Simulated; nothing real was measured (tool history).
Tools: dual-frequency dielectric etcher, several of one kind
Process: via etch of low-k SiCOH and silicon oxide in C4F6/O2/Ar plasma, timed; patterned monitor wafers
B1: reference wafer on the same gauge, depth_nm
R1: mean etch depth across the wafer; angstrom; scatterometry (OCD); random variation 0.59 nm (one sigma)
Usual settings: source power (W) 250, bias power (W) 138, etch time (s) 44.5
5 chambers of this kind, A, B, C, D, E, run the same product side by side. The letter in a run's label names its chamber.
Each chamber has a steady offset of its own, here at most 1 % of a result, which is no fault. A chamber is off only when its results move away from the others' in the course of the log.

Run 1C, day 0.388: usual settings; B1 80.248. Result: R1 882.66 angstrom.
Run 2B, day 0.767: usual settings; B1 80.325. Result: R1 896.27 angstrom.
Run 3A, day 1.225: usual settings; B1 80.408. Result: R1 889.93 angstrom.
Run 4D, day 1.500: usual settings; B1 80.272. Result: R1 895.22 angstrom.
Run 5E, day 1.833: usual settings; B1 80.397. Result: R1 877.46 angstrom.
Run 6B, day 2.083: usual settings; B1 80.128. Result: R1 887.33 angstrom.
Run 7C, day 2.446: usual settings; B1 80.193. Result: R1 901.12 angstrom.
Run 8D, day 2.917: usual settings but bias power (W) 115, etch time (s) 50.5; B1 80.421. Result: R1 965.55 angstrom.
At day 2.950: chamber B: wet clean of the chamber.
Run 9A, day 3.329: usual settings but bias power (W) 115, etch time (s) 50.5; B1 80.402. Result: R1 935.89 angstrom.
Run 10E, day 3.529: usual settings but bias power (W) 115, etch time (s) 50.5; B1 80.238. Result: R1 949.23 angstrom.
At day 3.575: chamber B: source power generator calibrated.
Run 11A, day 3.783: usual settings but bias power (W) 115, etch time (s) 50.5; B1 80.195. Result: R1 955.15 angstrom.
Run 12E, day 4.004: usual settings but bias power (W) 115, etch time (s) 50.5; B1 80.288. Result: R1 956.69 angstrom.
Run 13B, day 4.358: usual settings; B1 80.339. Result: R1 889.91 angstrom.
Run 14D, day 4.746: usual settings; B1 80.306. Result: R1 891.58 angstrom.
At day 4.871: chamber D: wet clean of the chamber.
Run 15C, day 5.012: usual settings; B1 80.472. Result: R1 895.33 angstrom.
Run 16A, day 5.371: usual settings; B1 80.364. Result: R1 885.14 angstrom.
Run 17B, day 5.717: usual settings; B1 80.331. Result: R1 889.11 angstrom.
Run 18E, day 6.096: usual settings; B1 80.200. Result: R1 898.22 angstrom.
Run 19D, day 6.350: usual settings; B1 80.285. Result: R1 883.38 angstrom.
Run 20C, day 6.608: usual settings; B1 80.463. Result: R1 880.07 angstrom.
Run 21D, day 6.996: usual settings; B1 80.343. Result: R1 897.13 angstrom.
At day 7.150: chamber C: wet clean of the chamber.
Run 22C, day 7.325: usual settings; B1 80.176. Result: R1 882.99 angstrom.
Run 23E, day 7.796: usual settings; B1 80.272. Result: R1 899.46 angstrom.
Run 24A, day 8.212: usual settings; B1 80.306. Result: R1 874.58 angstrom.
Run 25B, day 8.421: usual settings; B1 80.393. Result: R1 894.05 angstrom.
Run 26D, day 8.838: usual settings; B1 80.306. Result: R1 887.73 angstrom.
Run 27C, day 9.167: usual settings; B1 80.325. Result: R1 884.69 angstrom.
Run 28E, day 9.612: usual settings; B1 80.269. Result: R1 915.45 angstrom.
Run 29A, day 9.971: usual settings but source power (W) 290, etch time (s) 53.5; B1 80.280. Result: R1 1126.20 angstrom.
Run 30B, day 10.375: usual settings but source power (W) 290, etch time (s) 53.5; B1 80.227. Result: R1 1132.20 angstrom.
Run 31A, day 10.608: usual settings but source power (W) 290, etch time (s) 53.5; B1 80.343. Result: R1 1123.80 angstrom.
Run 32B, day 10.929: usual settings but source power (W) 290, etch time (s) 53.5; B1 80.194. Result: R1 1138.10 angstrom.
Run 33E, day 11.379: usual settings but source power (W) 290, etch time (s) 53.5; B1 80.158. Result: R1 1169.90 angstrom.
Run 34D, day 11.612: usual settings; B1 80.319. Result: R1 887.93 angstrom.
Run 35C, day 11.912: usual settings; B1 80.298. Result: R1 896.51 angstrom.

All 5 chambers run these settings next. Forecast each chamber's results:
Run 36A, day 12.250: usual settings. Result: R1 ?.
Run 36B, day 12.250: usual settings. Result: R1 ?.
Run 36C, day 12.250: usual settings. Result: R1 ?.
Run 36D, day 12.250: usual settings. Result: R1 ?.
Run 36E, day 12.250: usual settings. Result: R1 ?.

run      R1
36A  893.17
36B  893.21
36C  888.57
36D  885.19
36E  929.96
